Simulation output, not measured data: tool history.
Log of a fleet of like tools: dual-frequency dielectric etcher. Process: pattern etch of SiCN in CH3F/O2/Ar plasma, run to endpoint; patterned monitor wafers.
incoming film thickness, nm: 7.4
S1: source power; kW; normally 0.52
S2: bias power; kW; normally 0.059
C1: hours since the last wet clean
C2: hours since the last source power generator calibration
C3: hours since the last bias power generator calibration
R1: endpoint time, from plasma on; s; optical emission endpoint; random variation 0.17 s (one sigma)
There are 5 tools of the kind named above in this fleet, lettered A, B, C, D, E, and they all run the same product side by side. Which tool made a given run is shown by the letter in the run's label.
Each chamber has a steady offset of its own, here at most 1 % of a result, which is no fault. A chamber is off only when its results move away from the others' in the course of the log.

run   hour    S1     S2     C1      C2      C3      R1
 1B    6.5  0.52  0.059  571.9  3481.5  1943.7  19.522
 2D   16.5  0.52  0.059  284.7   147.4  2399.8   18.83
 3A   21.7  0.52  0.059  235.4   778.5  2785.1  19.155
 4C   27.8  0.52  0.059     82   361.1   501.8  18.951
 5E   33.2  0.52  0.059  114.9    46.1   468.6  18.651
      36.6  -- chamber D: bias power generator calibrated
 6B   38.1  0.52  0.059  603.5  3513.1  1975.3  19.055
 7D   46.2  0.52  0.059  314.4   177.1     9.7  18.863
 8C   55.7  0.52  0.059  109.9     389   529.7  18.779
      61.4  -- chamber B: wet clean of the chamber
 9A   65.8  0.52  0.059  279.5   822.6  2829.2  19.128
10E     71  0.52  0.059  152.7    83.9   506.4  18.831
11D   80.2  0.52  0.059  348.4   211.1    43.7  19.012
12C   90.4  0.52  0.059  144.6   423.7   564.4  19.056
13B   97.9  0.52  0.059   36.6  3572.9  2035.1  19.142
14E  108.4  0.52  0.059  190.1   121.3   543.8   19.18
15A  113.9  0.52  0.059  327.6   870.7  2877.3  19.306
16E  119.9  0.52  0.059  201.6   132.8   555.3  18.989
17C  130.2  0.52  0.059  184.4   463.5   604.2  19.046
18B  138.1  0.52  0.059   76.8  3613.1  2075.3  19.137
19D  142.7  0.52  0.059  410.9   273.6   106.2  18.742
20A  148.8  0.52  0.059  362.5   905.6  2912.2  19.097
21A  155.4  0.52  0.059  369.1   912.2  2918.8  19.078
22C  162.4  0.52  0.059  216.6   495.7   636.4  18.889
23D  167.5  0.52  0.059  435.7   298.4     131  18.799
24B  176.2  0.52  0.059  114.9  3651.2  2113.4  19.361
     178.6  -- chamber D: wet clean of the chamber
25E    184  0.52  0.059  265.7   196.9   619.4   19.06
26B  193.8  0.52  0.059  132.5  3668.8    2131  19.109
27C  201.5  0.52  0.059  255.7   534.8   675.5  18.882
28A  209.8  0.52  0.059  423.5   966.6  2973.2  18.987
29D    216  0.52  0.059   37.5   346.9   179.5  18.987
30E  225.8  0.52  0.054  307.5   238.7   661.2  19.372
31B  232.3  0.52  0.054    171  3707.3  2169.5  19.718
     240.8  -- chamber A: wet clean of the chamber
32D  241.8  0.52  0.054   63.3   372.7   205.3  19.581
33C  251.1  0.52  0.054  305.3   584.4   725.1  19.638
34A  257.7  0.52  0.054   16.9  1014.5  3021.1  19.791
35E  267.4  0.52  0.059  349.1   280.3   702.8  19.298
36B  277.5  0.52  0.059  216.2  3752.5  2214.7  19.285
37E  285.2  0.47  0.059  366.9   298.1   720.6  19.662
38D  292.7  0.47  0.059  114.2   423.6   256.2  19.711
39C  302.2  0.47  0.059  356.4   635.5   776.2  19.789
40A  311.1  0.47  0.059   70.3  1067.9  3074.5  20.252

Decide between three cases: one chamber stands off from its peers, the gauge reading all wafers drifts, or nothing is wrong past each chamber's small offset. Where a chamber is off, say which and what most likely put it there.

All chambers stay in line apart from their small fixed offsets, and the gauge does not drift.
